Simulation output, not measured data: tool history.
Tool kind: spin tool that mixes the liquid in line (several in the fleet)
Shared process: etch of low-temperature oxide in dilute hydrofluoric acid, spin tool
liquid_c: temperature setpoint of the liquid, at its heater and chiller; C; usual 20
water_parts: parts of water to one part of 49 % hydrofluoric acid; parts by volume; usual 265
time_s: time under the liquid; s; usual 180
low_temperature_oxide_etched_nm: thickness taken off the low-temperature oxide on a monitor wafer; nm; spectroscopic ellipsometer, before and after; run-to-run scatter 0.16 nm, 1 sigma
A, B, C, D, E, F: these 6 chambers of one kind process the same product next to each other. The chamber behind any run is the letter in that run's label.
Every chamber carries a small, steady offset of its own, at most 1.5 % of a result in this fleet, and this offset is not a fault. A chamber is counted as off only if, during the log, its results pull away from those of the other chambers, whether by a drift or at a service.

run,hour,liquid_c,water_parts,time_s,"read-back film thickness of the low-temperature oxide reference wafer, read on the same gauge (nm)",low_temperature_oxide_etched_nm
1F,4.8,20,265,180,119.96,17.4490
2A,7.0,20,265,180,120.01,17.4800
3D,11.6,20,265,180,120.00,17.4930
4C,15.8,20,265,180,120.00,17.2850
5E,20.1,20,265,180,119.97,17.3110
6B,22.6,20,185,180,120.03,26.9810
7A,25.2,20,185,180,119.99,26.8790
# hour 28.6: chamber B: hydrofluoric acid flow meter replaced
8B,30.2,20,185,180,120.00,26.7490
9C,33.5,20,185,180,119.99,26.2560
10D,35.8,20,185,180,119.94,26.4430
11E,40.5,20,185,180,119.97,26.3200
12F,43.8,20,265,180,120.02,17.3140
13F,47.8,20,265,180,120.01,17.2270
14E,52.3,20,265,180,120.00,17.4110
15A,55.6,20,265,180,120.00,17.9080
16D,58.6,20,325,230,119.98,16.7870
17C,63.0,20,325,230,120.00,16.9690
18B,66.0,20,325,230,120.00,16.9840
19E,70.6,20,325,230,120.00,17.1290
20D,74.4,20,325,230,120.00,17.2540
21C,79.2,20,325,230,120.02,16.9030
22A,81.9,20,265,180,120.00,18.3920
23F,86.7,20,265,180,120.00,17.5790
24B,91.5,20,265,180,119.99,17.3690
25A,94.4,20,265,180,119.98,18.6800
26E,97.6,20,265,180,119.99,17.1940
27D,101.9,20,265,180,119.99,17.1760
28B,107.1,20,265,180,119.99,17.1950
29F,109.6,20,265,180,120.03,17.1700
30C,112.8,20,350,105,120.01,6.9626
31C,116.0,20,350,105,119.95,6.9407
32F,119.7,20,350,105,120.00,7.0775
33B,124.5,20,350,105,120.01,7.1070
34E,127.3,20,350,105,119.97,7.2215
35D,132.0,20,350,105,119.99,7.1134
36A,136.0,20,265,180,119.97,19.5760
37C,138.5,20,265,260,120.00,24.6740
38D,141.0,20,265,260,120.01,24.8620
39A,144.1,20,265,260,119.98,28.4780

Decide between three cases: one chamber stands off from its peers, the gauge reading all wafers drifts, or nothing is wrong past each chamber's small offset. Where a chamber is off, say which and what most likely put it there.

It is chamber A that slowly wanders off from its peers.
Likeliest cause: hydrofluoric acid flow above the setpoint (%) = 11.

Below are 4 candidate recipes for chamber A's next run, each the usual settings with a change, their results shown as question marks. Which of them brings A's results back in line with what the other chambers give on the usual settings?
A result is in line if it is within this distance of the other chambers' mean on the usual settings: low_temperature_oxide_etched_nm 0.5700 nm
40A-1,147.9,20,280,170,,?
40A-2,147.9,20,255,185,,?
40A-3,147.9,20,275,175,,?
40A-4,147.9,20,250,190,,?

What the other chambers average on the usual settings: low_temperature_oxide_etched_nm 17.2700 nm
run,low_temperature_oxide_etched_nm
40A-1,17.5280
40A-2,21.4020
40A-3,18.4510
40A-4,22.5190
The answer is 40A-1, which returns the chamber to within the allowed miss of the others.

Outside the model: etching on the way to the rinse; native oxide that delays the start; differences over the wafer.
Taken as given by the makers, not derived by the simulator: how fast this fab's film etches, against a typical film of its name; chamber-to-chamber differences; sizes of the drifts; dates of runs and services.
